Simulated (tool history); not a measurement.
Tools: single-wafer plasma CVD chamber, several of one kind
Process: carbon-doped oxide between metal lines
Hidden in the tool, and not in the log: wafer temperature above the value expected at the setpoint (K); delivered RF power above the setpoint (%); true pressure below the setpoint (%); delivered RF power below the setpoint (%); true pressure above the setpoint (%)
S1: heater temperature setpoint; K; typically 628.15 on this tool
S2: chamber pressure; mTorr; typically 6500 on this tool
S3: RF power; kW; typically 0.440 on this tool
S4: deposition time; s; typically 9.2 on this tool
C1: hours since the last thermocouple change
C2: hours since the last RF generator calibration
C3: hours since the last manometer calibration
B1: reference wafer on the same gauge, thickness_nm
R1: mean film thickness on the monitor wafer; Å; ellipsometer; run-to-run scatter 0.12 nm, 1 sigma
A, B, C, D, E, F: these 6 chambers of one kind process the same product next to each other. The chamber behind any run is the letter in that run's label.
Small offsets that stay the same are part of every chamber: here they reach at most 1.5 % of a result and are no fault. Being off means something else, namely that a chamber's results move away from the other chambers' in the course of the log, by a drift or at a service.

| run | hour | S1 | S2 | S3 | S4 | C1 | C2 | C3 | B1 | R1 |
|---|---|---|---|---|---|---|---|---|---|---|
| 1F | 11.6 | 628.15 | 6500 | 0.440 | 9.2 | 1058.8 | 2148.9 | 1683.0 | 47.136 | 450.83 |
|  | 23.3 | chamber F: capacitance manometer re-zeroed and calibrated |
| 2E | 24.9 | 628.15 | 6500 | 0.440 | 9.2 | 1217.3 | 556.7 | 1575.4 | 47.089 | 444.12 |
| 3D | 32.0 | 628.15 | 6500 | 0.440 | 9.2 | 782.1 | 725.6 | 2413.1 | 47.071 | 441.33 |
| 4B | 39.8 | 628.15 | 6500 | 0.440 | 9.2 | 805.2 | 1084.5 | 1396.7 | 47.094 | 450.92 |
| 5A | 54.2 | 637.15 | 7590 | 0.440 | 9.2 | 2202.0 | 278.5 | 1912.7 | 47.080 | 438.71 |
| 6C | 63.1 | 637.15 | 7590 | 0.440 | 9.2 | 1631.4 | 1154.6 | 1718.9 | 47.075 | 439.69 |
| 7B | 74.0 | 637.15 | 7590 | 0.440 | 9.2 | 839.4 | 1118.7 | 1430.9 | 47.102 | 445.81 |
|  | 82.5 | chamber D: capacitance manometer re-zeroed and calibrated |
| 8E | 85.6 | 637.15 | 7590 | 0.440 | 9.2 | 1278.0 | 617.4 | 1636.1 | 47.114 | 437.64 |
| 9C | 97.9 | 637.15 | 7590 | 0.440 | 9.2 | 1666.2 | 1189.4 | 1753.7 | 47.117 | 439.93 |
| 10A | 105.0 | 637.15 | 7590 | 0.440 | 9.2 | 2252.8 | 329.3 | 1963.5 | 47.088 | 436.82 |
| 11F | 116.0 | 628.15 | 6500 | 0.440 | 9.2 | 1163.2 | 2253.3 | 92.8 | 47.128 | 447.76 |
| 12D | 122.9 | 628.15 | 6500 | 0.440 | 9.2 | 873.0 | 816.5 | 40.5 | 47.121 | 443.24 |
| 13B | 132.5 | 628.15 | 6500 | 0.440 | 9.2 | 897.9 | 1177.2 | 1489.4 | 47.100 | 450.56 |
| 14F | 140.1 | 633.15 | 5650 | 0.440 | 9.2 | 1187.3 | 2277.4 | 116.9 | 47.071 | 436.21 |
|  | 144.6 | chamber F: RF generator calibrated |
| 15E | 151.6 | 633.15 | 5650 | 0.440 | 9.2 | 1344.0 | 683.4 | 1702.1 | 47.090 | 428.95 |
| 16D | 164.9 | 633.15 | 5650 | 0.440 | 9.2 | 915.0 | 858.5 | 82.5 | 47.078 | 429.43 |
| 17C | 173.6 | 633.15 | 5650 | 0.440 | 9.2 | 1741.9 | 1265.1 | 1829.4 | 47.091 | 434.76 |
|  | 184.0 | chamber C: capacitance manometer re-zeroed and calibrated |
| 18A | 187.3 | 633.15 | 5650 | 0.440 | 9.2 | 2335.1 | 411.6 | 2045.8 | 47.116 | 430.33 |
| 19C | 198.5 | 633.15 | 5650 | 0.440 | 9.2 | 1766.8 | 1290.0 | 14.5 | 47.088 | 433.21 |
| 20B | 209.0 | 628.15 | 6500 | 0.440 | 9.2 | 974.4 | 1253.7 | 1565.9 | 47.096 | 448.71 |
| 21A | 218.9 | 628.15 | 6500 | 0.440 | 9.2 | 2366.7 | 443.2 | 2077.4 | 47.116 | 442.64 |
| 22D | 228.0 | 614.15 | 8010 | 0.440 | 9.2 | 978.1 | 921.6 | 145.6 | 47.088 | 465.47 |
| 23F | 241.6 | 614.15 | 8010 | 0.440 | 9.2 | 1288.8 | 97.1 | 218.4 | 47.127 | 473.39 |
| 24E | 249.5 | 614.15 | 8010 | 0.440 | 9.2 | 1441.9 | 781.3 | 1800.0 | 47.114 | 464.91 |
| 25A | 259.8 | 614.15 | 8010 | 0.440 | 9.2 | 2407.6 | 484.1 | 2118.3 | 47.130 | 468.07 |
| 26C | 274.2 | 614.15 | 8010 | 0.440 | 9.2 | 1842.5 | 1365.7 | 90.2 | 47.088 | 470.90 |
|  | 276.2 | chamber D: RF generator calibrated |
| 27B | 288.8 | 614.15 | 8010 | 0.440 | 9.2 | 1054.2 | 1333.5 | 1645.7 | 47.093 | 476.72 |
| 28F | 298.6 | 628.15 | 6500 | 0.440 | 9.2 | 1345.8 | 154.1 | 275.4 | 47.097 | 448.48 |
| 29E | 306.3 | 628.15 | 6500 | 0.440 | 9.2 | 1498.7 | 838.1 | 1856.8 | 47.118 | 444.05 |
| 30D | 321.2 | 628.15 | 6500 | 0.440 | 9.2 | 1071.3 | 45.0 | 238.8 | 47.102 | 442.00 |
| 31E | 333.5 | 628.15 | 6500 | 0.440 | 9.2 | 1525.9 | 865.3 | 1884.0 | 47.115 | 442.88 |
| 32F | 344.7 | 628.15 | 6500 | 0.440 | 9.2 | 1391.9 | 200.2 | 321.5 | 47.100 | 449.16 |
| 33D | 358.8 | 628.15 | 6500 | 0.440 | 9.2 | 1108.9 | 82.6 | 276.4 | 47.108 | 441.67 |
| 34B | 371.8 | 628.15 | 6500 | 0.440 | 9.2 | 1137.2 | 1416.5 | 1728.7 | 47.108 | 450.37 |
| 35C | 384.4 | 628.15 | 6500 | 0.440 | 9.2 | 1952.7 | 1475.9 | 200.4 | 47.092 | 448.33 |
| 36A | 398.5 | 628.15 | 6500 | 0.440 | 9.2 | 2546.3 | 622.8 | 2257.0 | 47.102 | 442.69 |
| 37A | 408.5 | 628.15 | 6500 | 0.440 | 9.2 | 2556.3 | 632.8 | 2267.0 | 47.102 | 442.75 |
| 38B | 415.6 | 628.15 | 6500 | 0.440 | 9.2 | 1181.0 | 1460.3 | 1772.5 | 47.093 | 449.72 |
| 39F | 428.2 | 628.15 | 6500 | 0.440 | 9.2 | 1475.4 | 283.7 | 405.0 | 47.104 | 448.88 |

All chambers now run identical settings, listed one chamber a line with results as question marks. What results will each chamber show?
| 40A | 439.1 | 621.15 | 6500 | 0.440 | 9.2 |  |  |  |  | ? |
| 40B | 439.1 | 621.15 | 6500 | 0.440 | 9.2 |  |  |  |  | ? |
| 40C | 439.1 | 621.15 | 6500 | 0.440 | 9.2 |  |  |  |  | ? |
| 40D | 439.1 | 621.15 | 6500 | 0.440 | 9.2 |  |  |  |  | ? |
| 40E | 439.1 | 621.15 | 6500 | 0.440 | 9.2 |  |  |  |  | ? |
| 40F | 439.1 | 621.15 | 6500 | 0.440 | 9.2 |  |  |  |  | ? |

| run | R1 |
|---|---|
| 40A | 452.23 |
| 40B | 460.87 |
| 40C | 455.47 |
| 40D | 449.17 |
| 40E | 450.47 |
| 40F | 458.28 |

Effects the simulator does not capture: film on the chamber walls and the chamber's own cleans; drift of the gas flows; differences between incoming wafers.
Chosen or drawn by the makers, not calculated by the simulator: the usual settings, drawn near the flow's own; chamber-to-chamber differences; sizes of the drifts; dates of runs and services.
